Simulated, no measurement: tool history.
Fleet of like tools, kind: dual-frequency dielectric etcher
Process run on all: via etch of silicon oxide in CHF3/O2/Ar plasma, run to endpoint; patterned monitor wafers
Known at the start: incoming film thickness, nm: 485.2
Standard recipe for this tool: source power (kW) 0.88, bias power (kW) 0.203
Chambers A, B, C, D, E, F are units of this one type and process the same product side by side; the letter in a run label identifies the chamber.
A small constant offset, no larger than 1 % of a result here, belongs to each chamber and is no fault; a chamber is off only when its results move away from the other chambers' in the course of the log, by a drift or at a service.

Run 1D, hour 3.6: usual settings. Result: endpoint time (s) 202.61.
Run 2B, hour 7.4: usual settings. Result: endpoint time (s) 202.31.
Run 3F, hour 11.9: usual settings. Result: endpoint time (s) 203.97.
Run 4A, hour 19.7: usual settings. Result: endpoint time (s) 200.92.
Run 5C, hour 23.3: usual settings. Result: endpoint time (s) 200.98.
Run 6E, hour 27.2: usual settings. Result: endpoint time (s) 203.88.
Run 7A, hour 33.2: usual settings but source power (kW) 0.8, bias power (kW) 0.181. Result: endpoint time (s) 218.77.
Run 8D, hour 37.3: usual settings but source power (kW) 0.8, bias power (kW) 0.181. Result: endpoint time (s) 219.98.
At hour 40.4: chamber F: wet clean of the chamber.
Run 9C, hour 44.2: usual settings but source power (kW) 0.8, bias power (kW) 0.181. Result: endpoint time (s) 217.02.
Run 10F, hour 52.1: usual settings but source power (kW) 0.8, bias power (kW) 0.181. Result: endpoint time (s) 219.17.
Run 11E, hour 59.1: usual settings but source power (kW) 0.8, bias power (kW) 0.181. Result: endpoint time (s) 218.45.
Run 12B, hour 63.5: usual settings but source power (kW) 0.8, bias power (kW) 0.181. Result: endpoint time (s) 218.46.
At hour 69.1: chamber C: source power generator calibrated.
Run 13B, hour 71.1: usual settings. Result: endpoint time (s) 203.47.
Run 14F, hour 76.3: usual settings. Result: endpoint time (s) 202.88.
Run 15C, hour 84.6: usual settings. Result: endpoint time (s) 201.94.
Run 16D, hour 92.3: usual settings. Result: endpoint time (s) 203.96.
Run 17A, hour 97.5: usual settings. Result: endpoint time (s) 202.78.
Run 18E, hour 105.4: usual settings. Result: endpoint time (s) 202.9.
Run 19F, hour 111.4: usual settings but source power (kW) 1.01, bias power (kW) 0.181. Result: endpoint time (s) 199.78.
At hour 111.9: chamber B: wet clean of the chamber.
Run 20E, hour 115.7: usual settings but source power (kW) 1.01, bias power (kW) 0.181. Result: endpoint time (s) 199.98.
At hour 118.2: chamber C: wet clean of the chamber.
Run 21B, hour 122.6: usual settings but source power (kW) 1.01, bias power (kW) 0.181. Result: endpoint time (s) 204.19.
Run 22A, hour 129.7: usual settings but source power (kW) 1.01, bias power (kW) 0.181. Result: endpoint time (s) 198.33.
Run 23D, hour 136.2: usual settings but source power (kW) 1.01, bias power (kW) 0.181. Result: endpoint time (s) 199.73.
Run 24C, hour 140.7: usual settings but source power (kW) 1.01, bias power (kW) 0.181. Result: endpoint time (s) 200.09.
Run 25F, hour 146.7: usual settings but bias power (kW) 0.179. Result: endpoint time (s) 212.94.
Run 26B, hour 153.1: usual settings but bias power (kW) 0.179. Result: endpoint time (s) 216.84.
Run 27A, hour 158.7: usual settings but bias power (kW) 0.179. Result: endpoint time (s) 209.19.
Run 28D, hour 162.7: usual settings but bias power (kW) 0.179. Result: endpoint time (s) 209.22.
Run 29E, hour 170: usual settings but bias power (kW) 0.179. Result: endpoint time (s) 211.98.
Run 30C, hour 177.4: usual settings but bias power (kW) 0.179. Result: endpoint time (s) 210.96.
Run 31D, hour 182.1: usual settings. Result: endpoint time (s) 200.85.
Run 32A, hour 188.3: usual settings. Result: endpoint time (s) 202.78.
Run 33F, hour 192.8: usual settings. Result: endpoint time (s) 202.97.
Run 34C, hour 200.9: usual settings. Result: endpoint time (s) 202.56.
Run 35B, hour 208: usual settings. Result: endpoint time (s) 207.73.
Run 36E, hour 215.4: usual settings but source power (kW) 1.08. Result: endpoint time (s) 188.95.
Run 37B, hour 222.4: usual settings but source power (kW) 1.08. Result: endpoint time (s) 192.75.
Run 38F, hour 226.9: usual settings but source power (kW) 1.08. Result: endpoint time (s) 189.15.
Run 39C, hour 231.2: usual settings but source power (kW) 1.08. Result: endpoint time (s) 186.97.
Run 40D, hour 236.3: usual settings but source power (kW) 1.08. Result: endpoint time (s) 187.
Run 41E, hour 240.1: usual settings but source power (kW) 1.08. Result: endpoint time (s) 188.44.
Run 42A, hour 247.6: usual settings. Result: endpoint time (s) 202.78.
Run 43F, hour 255.9: usual settings. Result: endpoint time (s) 201.67.

Next, all 6 chambers run the settings below, one line each with question marks for the results. What does each chamber give?
Run 44A, hour 261.8: usual settings but bias power (kW) 0.157. Result: endpoint time (s) ?.
Run 44B, hour 261.8: usual settings but bias power (kW) 0.157. Result: endpoint time (s) ?.
Run 44C, hour 261.8: usual settings but bias power (kW) 0.157. Result: endpoint time (s) ?.
Run 44D, hour 261.8: usual settings but bias power (kW) 0.157. Result: endpoint time (s) ?.
Run 44E, hour 261.8: usual settings but bias power (kW) 0.157. Result: endpoint time (s) ?.
Run 44F, hour 261.8: usual settings but bias power (kW) 0.157. Result: endpoint time (s) ?.

run  endpoint time (s)
44A             218.57
44B             226.44
44C             219.95
44D             221.18
44E             219.86
44F             223.56
